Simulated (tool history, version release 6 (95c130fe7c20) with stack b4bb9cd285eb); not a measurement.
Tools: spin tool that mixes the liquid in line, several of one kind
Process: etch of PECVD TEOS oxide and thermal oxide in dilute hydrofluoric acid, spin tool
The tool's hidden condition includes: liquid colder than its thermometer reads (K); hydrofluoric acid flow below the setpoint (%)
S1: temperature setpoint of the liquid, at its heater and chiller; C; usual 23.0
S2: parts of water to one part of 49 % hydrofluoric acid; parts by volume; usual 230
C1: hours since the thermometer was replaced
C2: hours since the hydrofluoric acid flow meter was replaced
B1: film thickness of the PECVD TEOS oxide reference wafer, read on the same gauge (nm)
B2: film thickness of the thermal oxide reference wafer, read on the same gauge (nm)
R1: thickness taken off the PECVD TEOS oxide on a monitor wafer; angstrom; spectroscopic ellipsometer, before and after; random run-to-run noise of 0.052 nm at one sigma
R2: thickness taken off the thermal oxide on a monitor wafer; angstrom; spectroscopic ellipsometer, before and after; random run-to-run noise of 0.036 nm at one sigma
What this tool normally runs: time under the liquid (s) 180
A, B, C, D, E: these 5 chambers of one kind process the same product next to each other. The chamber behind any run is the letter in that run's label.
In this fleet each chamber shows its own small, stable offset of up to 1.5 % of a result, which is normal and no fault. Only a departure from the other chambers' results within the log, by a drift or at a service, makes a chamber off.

Run 1A, hour 4.6: usual settings; C1 196.9; C2 346.7; B1 39.980; B2 150.01. Result: R1 62.762 angstrom, R2 31.664 angstrom.
Run 2C, hour 11.3: usual settings; C1 1846.9; C2 510.0; B1 40.017; B2 149.97. Result: R1 64.079 angstrom, R2 31.269 angstrom.
At hour 12.7: chamber E: hydrofluoric acid flow meter replaced.
Run 3E, hour 15.4: usual settings; C1 208.6; C2 2.7; B1 40.009; B2 150.02. Result: R1 63.423 angstrom, R2 30.939 angstrom.
Run 4B, hour 21.8: usual settings; C1 131.9; C2 1015.6; B1 39.987; B2 150.00. Result: R1 64.107 angstrom, R2 30.581 angstrom.
Run 5D, hour 25.9: usual settings; C1 688.3; C2 193.4; B1 40.020; B2 150.00. Result: R1 62.522 angstrom, R2 30.715 angstrom.
Run 6E, hour 29.6: usual settings; C1 222.8; C2 16.9; B1 39.965; B2 149.99. Result: R1 64.540 angstrom, R2 30.962 angstrom.
Run 7C, hour 34.5: usual settings; C1 1870.1; C2 533.2; B1 40.035; B2 150.00. Result: R1 64.473 angstrom, R2 30.965 angstrom.
Run 8B, hour 39.9: usual settings; C1 150.0; C2 1033.7; B1 40.002; B2 149.98. Result: R1 63.050 angstrom, R2 30.829 angstrom.
Run 9A, hour 45.0: usual settings; C1 237.3; C2 387.1; B1 39.986; B2 149.97. Result: R1 62.733 angstrom, R2 30.758 angstrom.
At hour 46.0: chamber D: thermometer replaced.
Run 10D, hour 52.0: usual settings; C1 6.0; C2 219.5; B1 39.983; B2 150.04. Result: R1 64.063 angstrom, R2 30.850 angstrom.
Run 11E, hour 60.3: usual settings but S1 25.5 C; C1 253.5; C2 47.6; B1 39.996; B2 150.01. Result: R1 70.062 angstrom, R2 33.720 angstrom.
Run 12D, hour 65.2: usual settings but S1 25.5 C; C1 19.2; C2 232.7; B1 40.006; B2 150.03. Result: R1 69.741 angstrom, R2 34.376 angstrom.
Run 13A, hour 71.5: usual settings but S1 25.5 C; C1 263.8; C2 413.6; B1 39.994; B2 150.01. Result: R1 68.786 angstrom, R2 34.537 angstrom.
Run 14B, hour 77.2: usual settings but S1 25.5 C; C1 187.3; C2 1071.0; B1 40.012; B2 150.04. Result: R1 70.249 angstrom, R2 34.342 angstrom.
Run 15C, hour 85.4: usual settings but S1 25.5 C; C1 1921.0; C2 584.1; B1 39.991; B2 149.99. Result: R1 70.716 angstrom, R2 34.529 angstrom.
Run 16B, hour 91.1: usual settings; C1 201.2; C2 1084.9; B1 40.009; B2 150.01. Result: R1 63.993 angstrom, R2 31.376 angstrom.
Run 17E, hour 98.5: usual settings; C1 291.7; C2 85.8; B1 40.022; B2 149.96. Result: R1 64.186 angstrom, R2 31.670 angstrom.
Run 18A, hour 102.5: usual settings; C1 294.8; C2 444.6; B1 39.973; B2 150.01. Result: R1 63.220 angstrom, R2 31.500 angstrom.
Run 19D, hour 110.5: usual settings; C1 64.5; C2 278.0; B1 40.006; B2 149.96. Result: R1 62.127 angstrom, R2 30.560 angstrom.
Run 20C, hour 118.6: usual settings; C1 1954.2; C2 617.3; B1 39.994; B2 150.03. Result: R1 64.316 angstrom, R2 31.603 angstrom.
Run 21A, hour 122.3: usual settings; C1 314.6; C2 464.4; B1 39.986; B2 150.03. Result: R1 63.239 angstrom, R2 31.360 angstrom.
Run 22B, hour 130.7: usual settings; C1 240.8; C2 1124.5; B1 39.974; B2 149.97. Result: R1 63.703 angstrom, R2 31.230 angstrom.
Run 23E, hour 137.2: usual settings but time under the liquid (s) 135; C1 330.4; C2 124.5; B1 39.991; B2 149.98. Result: R1 48.286 angstrom, R2 23.078 angstrom.
Run 24D, hour 145.3: usual settings but time under the liquid (s) 135; C1 99.3; C2 312.8; B1 40.002; B2 149.99. Result: R1 45.963 angstrom, R2 22.544 angstrom.
Run 25C, hour 153.6: usual settings but time under the liquid (s) 135; C1 1989.2; C2 652.3; B1 40.003; B2 149.98. Result: R1 48.020 angstrom, R2 23.765 angstrom.
Run 26C, hour 157.4: usual settings but time under the liquid (s) 135; C1 1993.0; C2 656.1; B1 39.995; B2 150.00. Result: R1 48.029 angstrom, R2 22.914 angstrom.
Run 27E, hour 164.9: usual settings but time under the liquid (s) 135; C1 358.1; C2 152.2; B1 40.020; B2 150.02. Result: R1 47.930 angstrom, R2 23.754 angstrom.
Run 28D, hour 170.4: usual settings; C1 124.4; C2 337.9; B1 40.001; B2 150.02. Result: R1 60.009 angstrom, R2 29.246 angstrom.
Run 29B, hour 178.7: usual settings; C1 288.8; C2 1172.5; B1 39.985; B2 150.00. Result: R1 63.383 angstrom, R2 31.015 angstrom.
Run 30A, hour 185.0: usual settings; C1 377.3; C2 527.1; B1 39.997; B2 150.00. Result: R1 63.891 angstrom, R2 31.135 angstrom.
Run 31B, hour 191.1: usual settings; C1 301.2; C2 1184.9; B1 40.003; B2 149.97. Result: R1 63.246 angstrom, R2 31.426 angstrom.
Run 32A, hour 199.2: usual settings; C1 391.5; C2 541.3; B1 40.006; B2 150.01. Result: R1 63.102 angstrom, R2 31.006 angstrom.
Run 33E, hour 204.2: usual settings; C1 397.4; C2 191.5; B1 39.965; B2 150.01. Result: R1 64.301 angstrom, R2 30.793 angstrom.
Run 34C, hour 212.5: usual settings; C1 2048.1; C2 711.2; B1 39.998; B2 150.01. Result: R1 64.391 angstrom, R2 31.410 angstrom.
Run 35D, hour 217.0: usual settings but S2 305 parts by volume; C1 171.0; C2 384.5; B1 40.008; B2 150.02. Result: R1 39.866 angstrom, R2 19.754 angstrom.
Run 36A, hour 223.8: usual settings but S2 305 parts by volume; C1 416.1; C2 565.9; B1 39.982; B2 149.98. Result: R1 43.913 angstrom, R2 22.020 angstrom.
Run 37E, hour 229.3: usual settings but S2 305 parts by volume; C1 422.5; C2 216.6; B1 40.016; B2 149.97. Result: R1 44.793 angstrom, R2 21.752 angstrom.
Run 38D, hour 237.1: usual settings but S2 305 parts by volume; C1 191.1; C2 404.6; B1 40.003; B2 150.00. Result: R1 39.693 angstrom, R2 19.645 angstrom.
Run 39B, hour 241.0: usual settings but S2 305 parts by volume; C1 351.1; C2 1234.8; B1 39.988; B2 149.99. Result: R1 44.136 angstrom, R2 21.915 angstrom.

Has any chamber moved away from the others, gradually or after a service, or does the common gauge drift, or do the chambers differ only by their own small steady offsets? State the chamber and the most likely cause if one applies.

It is chamber D that slowly wanders off from its peers.
What lies behind it: hydrofluoric acid flow below the setpoint (%) = 8.39.
From this log alone, it may not be told apart from: liquid colder than its thermometer reads (K).

Here are 4 candidates for chamber D's next run, each the usual settings with a change, their results left as question marks. Which one brings its results back in line with what the others give on the usual settings?
Counts as in line when no further than this from what the other chambers average on the usual settings: R1 1.800 angstrom; R2 1.300 angstrom
Run 40D-1, hour 247.0: usual settings but S2 220 parts by volume, time under the liquid (s) 190. Result: R1 ?, R2 ?.
Run 40D-2, hour 247.0: usual settings but S2 240 parts by volume, time under the liquid (s) 170. Result: R1 ?, R2 ?.
Run 40D-3, hour 247.0: usual settings but S1 22.5 C, S2 250 parts by volume, time under the liquid (s) 160. Result: R1 ?, R2 ?.
Run 40D-4, hour 247.0: usual settings but S1 23.5 C, S2 210 parts by volume, time under the liquid (s) 200. Result: R1 ?, R2 ?.

Other chambers, usual settings, mean: R1 63.719 angstrom; R2 31.147 angstrom
  run      R1      R2
40D-1  63.426  30.822
40D-2  50.868  24.719
40D-3  44.635  21.690
40D-4  72.080  35.027
With 40D-1, the chamber falls back in line with the rest.
